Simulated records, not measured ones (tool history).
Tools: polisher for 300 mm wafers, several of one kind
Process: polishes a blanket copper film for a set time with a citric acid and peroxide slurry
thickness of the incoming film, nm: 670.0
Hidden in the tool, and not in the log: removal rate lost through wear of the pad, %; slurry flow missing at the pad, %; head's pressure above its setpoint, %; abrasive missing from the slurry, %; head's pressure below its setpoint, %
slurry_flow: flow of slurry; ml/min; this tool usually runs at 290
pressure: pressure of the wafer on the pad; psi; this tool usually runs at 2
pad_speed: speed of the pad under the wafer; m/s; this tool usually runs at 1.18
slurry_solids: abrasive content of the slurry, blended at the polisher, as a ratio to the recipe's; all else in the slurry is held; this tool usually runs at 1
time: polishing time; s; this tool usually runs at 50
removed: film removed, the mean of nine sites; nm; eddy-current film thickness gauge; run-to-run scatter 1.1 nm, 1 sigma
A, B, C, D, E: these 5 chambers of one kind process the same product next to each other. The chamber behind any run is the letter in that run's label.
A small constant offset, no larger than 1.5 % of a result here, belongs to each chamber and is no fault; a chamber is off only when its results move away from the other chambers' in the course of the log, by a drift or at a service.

run	hour	slurry_flow	pressure	pad_speed	slurry_solids	time	wafers polished on this pad	hours since the slurry nozzle was cleaned	hours since the head pressure was calibrated	hours since the slurry blender was calibrated	removed
# hour 8.5: chamber E: worn pad replaced by a new one
# hour 11.2: chamber E: slurry nozzle cleaned
1A	14.1	290	2	1.18	1	50	242	172.3	361	150.3	80.136
# hour 20.8: chamber C: worn pad replaced by a new one
# hour 23.4: chamber D: worn pad replaced by a new one
2E	27.3	290	2	1.18	1	50	127	16.1	396.5	239.1	78.347
# hour 28.9: chamber C: slurry blender recalibrated
# hour 32: chamber B: slurry blender recalibrated
3C	42.8	290	2	1.18	1	50	149	154.5	619.2	14	77.737
4D	55.3	290	2	1.18	1	50	216	69	348.5	194.3	78.534
5B	70.5	290	2	1.18	1	50	526	331.2	492	38.5	78.261
# hour 76.1: chamber E: head pressure recalibrated
6D	77.7	290	2	1.18	1	50	368	91.4	370.9	216.7	79.118
# hour 84.3: chamber C: head pressure recalibrated
# hour 87: chamber A: worn pad replaced by a new one
7A	91.7	290	2	1.18	1	50	32	249.9	438.6	227.9	80.71
8E	106	290	2	1.18	1	50	661	94.8	29.9	317.8	79.982
9B	114.7	290	2	1.18	1	50	826	375.4	536.2	82.7	80.098
# hour 124.8: chamber B: worn pad replaced by a new one
10C	125.5	290	2	1.18	1	50	710	237.2	41.3	96.7	79.085
11E	132.8	290	2	1.18	1	50	842	121.6	56.7	344.6	79.387
12B	142.2	290	2	1.18	1	50	118	402.9	563.7	110.2	81.304
13D	155.8	290	2	1.18	1	50	897	169.5	449	294.8	77.74
# hour 156.7: chamber C: worn pad replaced by a new one
# hour 165.3: chamber D: worn pad replaced by a new one
14C	171.3	290	2	1.18	1	50	99	283	87.1	142.5	79.185
# hour 175.4: chamber A: worn pad replaced by a new one
# hour 179.5: chamber D: slurry blender recalibrated
15A	181.4	290	2	1.18	1.2	50	40	339.6	528.3	317.6	86.042
# hour 184.2: chamber A: slurry blender recalibrated
16C	194.1	290	2	1.18	1.2	50	253	305.8	109.9	165.3	82.385
# hour 195.2: chamber E: worn pad replaced by a new one
# hour 199.9: chamber B: slurry blender recalibrated
17D	208.7	290	2	1.18	1.2	50	294	222.4	501.9	29.3	84.1
18A	216.3	290	2	1.18	1.2	50	277	374.5	563.2	32.1	87.689
# hour 230.4: chamber E: slurry blender recalibrated
19E	232.2	290	2	1.18	1.2	50	251	221	156.1	1.8	85.14
20B	240.7	380	2	1.18	1	50	786	501.4	662.2	40.9	84.399
# hour 241.1: chamber A: slurry nozzle cleaned
# hour 256.4: chamber B: worn pad replaced by a new one
21D	256.5	380	2	1.18	1	50	618	270.2	549.7	77.1	80.948
22C	266	380	2	1.18	1	50	741	377.7	181.8	237.2	80.515
23A	275.9	380	2	1.18	1	50	681	34.8	622.8	91.7	87.654
# hour 285.2: chamber A: worn pad replaced by a new one
# hour 286.3: chamber C: slurry blender recalibrated
24B	290.9	380	2	1.18	1	50	233	551.6	712.4	91.1	80.897
25E	299	290	2	1.18	1	50	704	287.8	222.9	68.6	79.704
# hour 301.3: chamber C: worn pad replaced by a new one
26B	314.8	290	2	1.18	1	50	396	575.5	736.3	115	81.287
# hour 318.9: chamber D: worn pad replaced by a new one
27D	331	290	2	1.18	1	50	82	344.7	624.2	151.6	82.014
28E	341	290	2	1.18	1	50	989	329.8	264.9	110.6	81.167
# hour 341.2: chamber B: head pressure recalibrated
# hour 352.2: chamber E: slurry nozzle cleaned
29A	354.3	290	2	1.18	1	50	469	113.2	701.2	170.1	88.015
30C	366.1	290	2	0.88	1.3	50	439	477.8	281.9	79.9	62.886
31E	374	290	2	0.88	1.3	50	1212	21.8	297.9	143.6	61.753
# hour 378.9: chamber B: slurry nozzle cleaned
32B	386	290	2	0.88	1.3	50	878	7.2	44.9	186.2	63.276
33C	400.5	290	2	0.88	1.3	50	672	512.2	316.3	114.3	62.547

Is one chamber out of step, is the gauge drifting, or do the chambers differ by no more than their own small offsets? For an off chamber, give its letter and the likeliest cause.

Little by little, chamber A moves away from the other chambers.
Cause: head's pressure above its setpoint, % = 12.

Chamber A could run next with any of the 4 candidate recipes listed below; each alters the usual settings, and their results appear as question marks. Which one brings its results back in line with what the other chambers deliver on the usual settings?
In line means no further than this from the other chambers' mean on the usual settings: removed 3.7 nm
34A-1	412.4	290	2.1	1.26	1	50					?
34A-2	412.4	290	2	1.18	1	41					?
34A-3	412.4	290	2	1.18	1	44					?
34A-4	412.4	295	2	1.18	1.05	60					?

Other chambers, usual settings, mean: removed 79.301 nm
run	removed
34A-1	98.915
34A-2	72.532
34A-3	77.839
34A-4	107.44
The right change is 34A-3: it brings the chamber back within the allowed miss of the others.
